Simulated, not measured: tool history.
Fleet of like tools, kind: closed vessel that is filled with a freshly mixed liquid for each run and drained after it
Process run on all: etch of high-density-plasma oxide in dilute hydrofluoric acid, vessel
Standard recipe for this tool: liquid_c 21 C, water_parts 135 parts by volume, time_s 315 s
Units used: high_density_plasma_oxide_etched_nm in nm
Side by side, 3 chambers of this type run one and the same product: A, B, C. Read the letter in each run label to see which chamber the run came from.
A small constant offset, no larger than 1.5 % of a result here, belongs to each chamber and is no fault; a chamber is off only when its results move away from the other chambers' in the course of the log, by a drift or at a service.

run	day	liquid_c	water_parts	time_s	read-back film thickness of the high-density-plasma oxide reference wafer, read on the same gauge (nm)	high_density_plasma_oxide_etched_nm
1A	0.229	21	135	315	49.999	13.786
2C	0.696	21	135	315	50.006	13.684
3B	0.967	21	135	315	49.955	13.826
4B	1.421	21	135	315	50	13.942
5A	1.846	21	135	315	50.02	13.943
6C	2.333	21	135	315	49.991	13.884
7C	2.6	21	135	315	50.017	13.502
8A	2.829	21	135	315	50.017	13.834
9B	3.296	21	135	315	49.99	13.966
10B	3.65	23.5	135	315	49.989	15.233
11C	3.925	23.5	135	315	49.981	15.154
12A	4.329	23.5	135	315	49.971	15.275
13B	4.679	21	135	315	50.018	13.739
14C	5.121	21	160	315	50.017	11.243
15A	5.538	21	160	315	49.968	11.47
16C	5.825	21	160	315	49.989	11.224
17A	6.071	21	135	315	50.014	13.973
18B	6.521	21	135	315	49.996	13.907
19A	6.783	21	135	315	50.015	13.933
20B	7.188	17.5	135	420	50.032	16.073
21C	7.4	17.5	135	420	50.016	15.822
22C	7.808	17.5	135	420	49.991	15.643
23A	8.225	21	135	140	50.024	6.171
24B	8.621	21	135	140	49.93	6.1993
25A	9.021	21	135	140	49.984	6.1234
26C	9.475	21	135	315	50.041	13.676
27B	9.704	21	135	315	49.96	14.14

All 3 chambers run these settings next. Forecast each chamber's results:
28A	10.062	21	185	315		?
28B	10.062	21	185	315		?
28C	10.062	21	185	315		?

run	high_density_plasma_oxide_etched_nm
28A	9.5746
28B	9.7488
28C	9.5274
